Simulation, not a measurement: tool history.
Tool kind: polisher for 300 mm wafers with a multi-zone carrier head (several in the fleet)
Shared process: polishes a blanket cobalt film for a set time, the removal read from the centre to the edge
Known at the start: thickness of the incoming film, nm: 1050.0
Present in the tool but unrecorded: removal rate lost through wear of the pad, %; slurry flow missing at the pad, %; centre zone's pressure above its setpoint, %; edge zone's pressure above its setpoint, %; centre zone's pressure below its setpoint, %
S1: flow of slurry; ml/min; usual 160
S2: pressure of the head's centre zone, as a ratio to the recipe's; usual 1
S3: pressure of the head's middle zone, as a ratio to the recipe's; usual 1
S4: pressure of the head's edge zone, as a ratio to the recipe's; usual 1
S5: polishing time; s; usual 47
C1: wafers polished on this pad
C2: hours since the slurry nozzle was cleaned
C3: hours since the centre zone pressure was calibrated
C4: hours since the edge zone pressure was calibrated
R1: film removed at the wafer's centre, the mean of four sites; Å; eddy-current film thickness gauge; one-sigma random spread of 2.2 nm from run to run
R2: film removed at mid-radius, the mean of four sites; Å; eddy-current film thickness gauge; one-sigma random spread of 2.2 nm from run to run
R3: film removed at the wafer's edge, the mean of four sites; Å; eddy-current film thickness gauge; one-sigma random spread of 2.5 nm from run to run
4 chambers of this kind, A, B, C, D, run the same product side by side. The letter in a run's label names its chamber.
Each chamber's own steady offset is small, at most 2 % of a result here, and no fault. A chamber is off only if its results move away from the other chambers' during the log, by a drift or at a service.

| run | day | S1 | S2 | S3 | S4 | S5 | C1 | C2 | C3 | C4 | R1 | R2 | R3 |
|---|---|---|---|---|---|---|---|---|---|---|---|---|---|
| 1A | 0.192 | 160 | 1 | 1 | 1 | 47 | 961 | 235.7 | 270.6 | 821.1 | 1822.4 | 1889.2 | 1850.1 |
|  | 0.275 | chamber C: worn pad replaced by a new one |
| 2B | 0.367 | 160 | 1 | 1 | 1 | 47 | 567 | 241.3 | 183 | 328.9 | 1840.5 | 1846.8 | 1854.4 |
|  | 0.429 | chamber B: slurry nozzle cleaned |
| 3C | 0.504 | 160 | 1 | 1 | 1 | 47 | 48 | 506.3 | 901.3 | 289.6 | 1835.9 | 1814.5 | 1814.9 |
|  | 0.575 | chamber C: centre zone pressure recalibrated |
| 4D | 0.758 | 160 | 1 | 1 | 1 | 47 | 493 | 215.7 | 207.2 | 192 | 1821.3 | 1867.4 | 1838 |
| 5C | 1.025 | 160 | 1 | 1 | 1 | 47 | 159 | 518.8 | 10.9 | 302.1 | 1856.4 | 1831.5 | 1812.8 |
| 6D | 1.192 | 160 | 1 | 1 | 1 | 47 | 585 | 226.1 | 217.6 | 202.4 | 1844 | 1850.7 | 1831.4 |
| 7B | 1.433 | 160 | 1 | 1 | 1 | 47 | 793 | 24.2 | 208.6 | 354.5 | 1865.6 | 1880.8 | 1836.1 |
| 8A | 1.712 | 160 | 0.93 | 0.9 | 1 | 47 | 1284 | 272.2 | 307.1 | 857.6 | 1704.7 | 1727.6 | 1845.7 |
| 9B | 1.95 | 160 | 0.93 | 0.9 | 1 | 47 | 903 | 36.6 | 221 | 366.9 | 1678.5 | 1697.1 | 1794.6 |
| 10D | 2.15 | 160 | 0.93 | 0.9 | 1 | 47 | 788 | 249.1 | 240.6 | 225.4 | 1682.3 | 1691.1 | 1839.3 |
| 11A | 2.404 | 160 | 0.93 | 0.9 | 1 | 47 | 1430 | 288.8 | 323.7 | 874.2 | 1707.6 | 1720.9 | 1851.8 |
|  | 2.654 | chamber B: worn pad replaced by a new one |
| 12C | 2.692 | 160 | 1 | 1 | 1 | 47 | 512 | 558.8 | 50.9 | 342.1 | 1846.2 | 1838.8 | 1840.6 |
| 13D | 2.958 | 160 | 1 | 1 | 1 | 47 | 959 | 268.5 | 260 | 244.8 | 1841 | 1861.9 | 1848.1 |
| 14A | 3.25 | 160 | 1 | 1 | 1 | 47 | 1610 | 309.1 | 344 | 894.5 | 1837.4 | 1852.6 | 1850.5 |
| 15C | 3.567 | 160 | 1 | 1 | 1 | 47 | 698 | 579.8 | 71.9 | 363.1 | 1829.1 | 1850.2 | 1860.5 |
| 16B | 3.717 | 160 | 1 | 1 | 1 | 47 | 225 | 79 | 263.4 | 409.3 | 1884.9 | 1834.5 | 1831.7 |
|  | 3.729 | chamber D: worn pad replaced by a new one |
| 17D | 3.979 | 160 | 1 | 1 | 1 | 47 | 53 | 293 | 284.5 | 269.3 | 1846.2 | 1855.8 | 1834 |
| 18B | 4.283 | 160 | 1 | 1 | 1 | 47 | 346 | 92.6 | 277 | 422.9 | 1859.8 | 1883 | 1835.3 |
| 19C | 4.512 | 160 | 1 | 0.93 | 1 | 37 | 898 | 602.5 | 94.6 | 385.8 | 1475 | 1331.9 | 1438.2 |
| 20A | 4.738 | 160 | 1 | 0.93 | 1 | 37 | 1925 | 344.8 | 379.7 | 930.2 | 1336.3 | 1313.9 | 1354.3 |
| 21A | 4.983 | 160 | 1 | 0.93 | 1 | 37 | 1977 | 350.7 | 385.6 | 936.1 | 1364.6 | 1299.1 | 1365.3 |
| 22B | 5.162 | 160 | 1 | 0.93 | 1 | 37 | 532 | 113.7 | 298.1 | 444 | 1464.8 | 1379 | 1468.6 |
| 23C | 5.304 | 160 | 1 | 1 | 1 | 47 | 1066 | 621.5 | 113.6 | 404.8 | 1840.1 | 1863.4 | 1799.6 |
| 24D | 5.442 | 160 | 1 | 1 | 1 | 47 | 363 | 328.1 | 319.6 | 304.4 | 1874 | 1875.2 | 1857.6 |
|  | 5.45 | chamber C: slurry nozzle cleaned |
| 25B | 5.629 | 200 | 1 | 1 | 1.04 | 47 | 631 | 124.9 | 309.3 | 455.2 | 1952.9 | 1919.7 | 1880.2 |
| 26A | 5.804 | 200 | 1 | 1 | 1.04 | 47 | 2151 | 370.4 | 405.3 | 955.8 | 1765.4 | 1722.4 | 1740.8 |
| 27C | 6.096 | 200 | 1 | 1 | 1.04 | 47 | 1234 | 15.5 | 132.6 | 423.8 | 1894.6 | 1918.5 | 1945.4 |
| 28D | 6.254 | 200 | 1 | 1 | 1.04 | 47 | 535 | 347.6 | 339.1 | 323.9 | 1927.8 | 1933 | 1978.2 |

Is one chamber out of step, is the gauge drifting, or do the chambers differ by no more than their own small offsets? For an off chamber, give its letter and the likeliest cause.

One chamber, A, drifts off from the rest bit by bit.
Most likely cause: removal rate lost through wear of the pad, % = 11.1.
It could be hard to tell apart here from: slurry flow missing at the pad, %.

Chamber A could run next with any of the 4 candidate recipes listed below; each alters the usual settings, and their results appear as question marks. Which one brings its results back in line with what the other chambers deliver on the usual settings?
In-line tolerance around the mean of the other chambers on the usual settings: R1 77 Å; R2 76 Å; R3 86 Å
| 29A-1 | 6.483 | 160 | 1 | 1.01 | 0.99 | 42 |  |  |  |  | ? | ? | ? |
| 29A-2 | 6.483 | 160 | 1 | 1 | 1 | 45 |  |  |  |  | ? | ? | ? |
| 29A-3 | 6.483 | 160 | 1 | 1 | 1 | 49 |  |  |  |  | ? | ? | ? |
| 29A-4 | 6.483 | 160 | 1 | 0.99 | 1.01 | 52 |  |  |  |  | ? | ? | ? |

Average result of the remaining chambers running the usual settings: R1 1849.2 Å; R2 1851.6 Å; R3 1844.8 Å
| run | R1 | R2 | R3 |
|---|---|---|---|
| 29A-1 | 1466.1 | 1519.5 | 1471.5 |
| 29A-2 | 1570.7 | 1613.2 | 1585.2 |
| 29A-3 | 1710.3 | 1756.6 | 1726.1 |
| 29A-4 | 1814.9 | 1846.9 | 1841.7 |
It is 29A-4 that realigns the chamber with its peers.

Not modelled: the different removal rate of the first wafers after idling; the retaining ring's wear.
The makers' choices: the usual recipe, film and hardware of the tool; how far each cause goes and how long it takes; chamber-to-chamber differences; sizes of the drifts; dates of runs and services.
